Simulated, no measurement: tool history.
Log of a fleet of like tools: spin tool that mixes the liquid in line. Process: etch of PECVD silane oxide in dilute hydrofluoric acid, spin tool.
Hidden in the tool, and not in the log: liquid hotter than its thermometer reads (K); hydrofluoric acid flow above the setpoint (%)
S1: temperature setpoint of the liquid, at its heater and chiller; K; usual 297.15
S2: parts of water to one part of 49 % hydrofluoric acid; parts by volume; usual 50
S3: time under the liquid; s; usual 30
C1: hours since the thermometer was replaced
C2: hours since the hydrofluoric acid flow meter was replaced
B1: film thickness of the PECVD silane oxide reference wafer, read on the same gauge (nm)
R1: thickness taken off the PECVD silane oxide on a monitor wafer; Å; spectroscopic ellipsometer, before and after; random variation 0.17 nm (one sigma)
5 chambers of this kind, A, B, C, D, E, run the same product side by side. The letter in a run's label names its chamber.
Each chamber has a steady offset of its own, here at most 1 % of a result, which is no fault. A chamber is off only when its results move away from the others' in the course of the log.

| run | hour | S1 | S2 | S3 | C1 | C2 | B1 | R1 |
|---|---|---|---|---|---|---|---|---|
| 1A | 3.9 | 297.15 | 50 | 30 | 1190.6 | 346.1 | 49.994 | 246.27 |
| 2C | 6.8 | 297.15 | 50 | 30 | 1671 | 155.1 | 50.006 | 246.16 |
| 3E | 11 | 297.15 | 50 | 30 | 1842.5 | 978.3 | 50.008 | 243.82 |
| 4B | 13.5 | 297.15 | 50 | 30 | 466.7 | 207.1 | 49.995 | 243.85 |
| 5D | 16.6 | 297.15 | 50 | 30 | 1364.9 | 142.1 | 50.01 | 245.13 |
| 6B | 19.3 | 297.15 | 50 | 30 | 472.5 | 212.9 | 49.992 | 244 |
| 7A | 21.8 | 297.15 | 50 | 20 | 1208.5 | 364 | 50.008 | 161.55 |
| 8D | 24.5 | 297.15 | 50 | 20 | 1372.8 | 150 | 50.012 | 163.98 |
| 9E | 27.7 | 297.15 | 50 | 20 | 1859.2 | 995 | 50.013 | 163.51 |
| 10C | 30.1 | 297.15 | 50 | 20 | 1694.3 | 178.4 | 50.01 | 165.85 |
| 11E | 34.3 | 297.15 | 50 | 20 | 1865.8 | 1001.6 | 49.99 | 162.5 |
| 12B | 38.4 | 297.15 | 50 | 30 | 491.6 | 232 | 49.987 | 245.78 |
| 13C | 40.7 | 301.15 | 50 | 40 | 1704.9 | 189 | 49.997 | 380.97 |
| 14D | 45.1 | 301.15 | 50 | 40 | 1393.4 | 170.6 | 50.035 | 383.78 |
| 15A | 49.2 | 301.15 | 50 | 40 | 1235.9 | 391.4 | 49.988 | 383.33 |
| 16E | 52 | 301.15 | 50 | 40 | 1883.5 | 1019.3 | 49.975 | 383.08 |
| 17D | 55.6 | 301.15 | 50 | 40 | 1403.9 | 181.1 | 50.011 | 390.18 |
| 18B | 58.6 | 297.15 | 50 | 30 | 511.8 | 252.2 | 50.021 | 254.25 |
| 19A | 62.8 | 297.15 | 50 | 30 | 1249.5 | 405 | 50.026 | 243.75 |
| 20C | 66.1 | 297.15 | 50 | 30 | 1730.3 | 214.4 | 49.998 | 245.51 |
| 21C | 68.6 | 297.15 | 50 | 30 | 1732.8 | 216.9 | 49.969 | 245.47 |
| 22E | 72.9 | 297.15 | 50 | 30 | 1904.4 | 1040.2 | 49.996 | 243.34 |
| 23B | 76.4 | 297.15 | 50 | 30 | 529.6 | 270 | 50.016 | 249.81 |
| 24A | 80.6 | 301.65 | 70 | 30 | 1267.3 | 422.8 | 50.024 | 205.27 |
| 25D | 82.9 | 301.65 | 70 | 30 | 1431.2 | 208.4 | 50.008 | 202.89 |
| 26A | 85.1 | 301.65 | 70 | 30 | 1271.8 | 427.3 | 50.017 | 201.99 |
| 27D | 87.6 | 301.65 | 70 | 30 | 1435.9 | 213.1 | 49.971 | 202.27 |
| 28E | 91 | 301.65 | 70 | 30 | 1922.5 | 1058.3 | 50.016 | 203.98 |
| 29B | 93.2 | 297.15 | 50 | 30 | 546.4 | 286.8 | 49.998 | 255.44 |
| 30C | 96.7 | 297.15 | 50 | 30 | 1760.9 | 245 | 49.994 | 245.82 |

Next, every chamber runs the same settings. What will each give?
| 31A | 99.9 | 297.15 | 50 | 30 |  |  |  | ? |
| 31B | 99.9 | 297.15 | 50 | 30 |  |  |  | ? |
| 31C | 99.9 | 297.15 | 50 | 30 |  |  |  | ? |
| 31D | 99.9 | 297.15 | 50 | 30 |  |  |  | ? |
| 31E | 99.9 | 297.15 | 50 | 30 |  |  |  | ? |

| run | R1 |
|---|---|
| 31A | 241.87 |
| 31B | 259.13 |
| 31C | 246.59 |
| 31D | 245.53 |
| 31E | 243.4 |
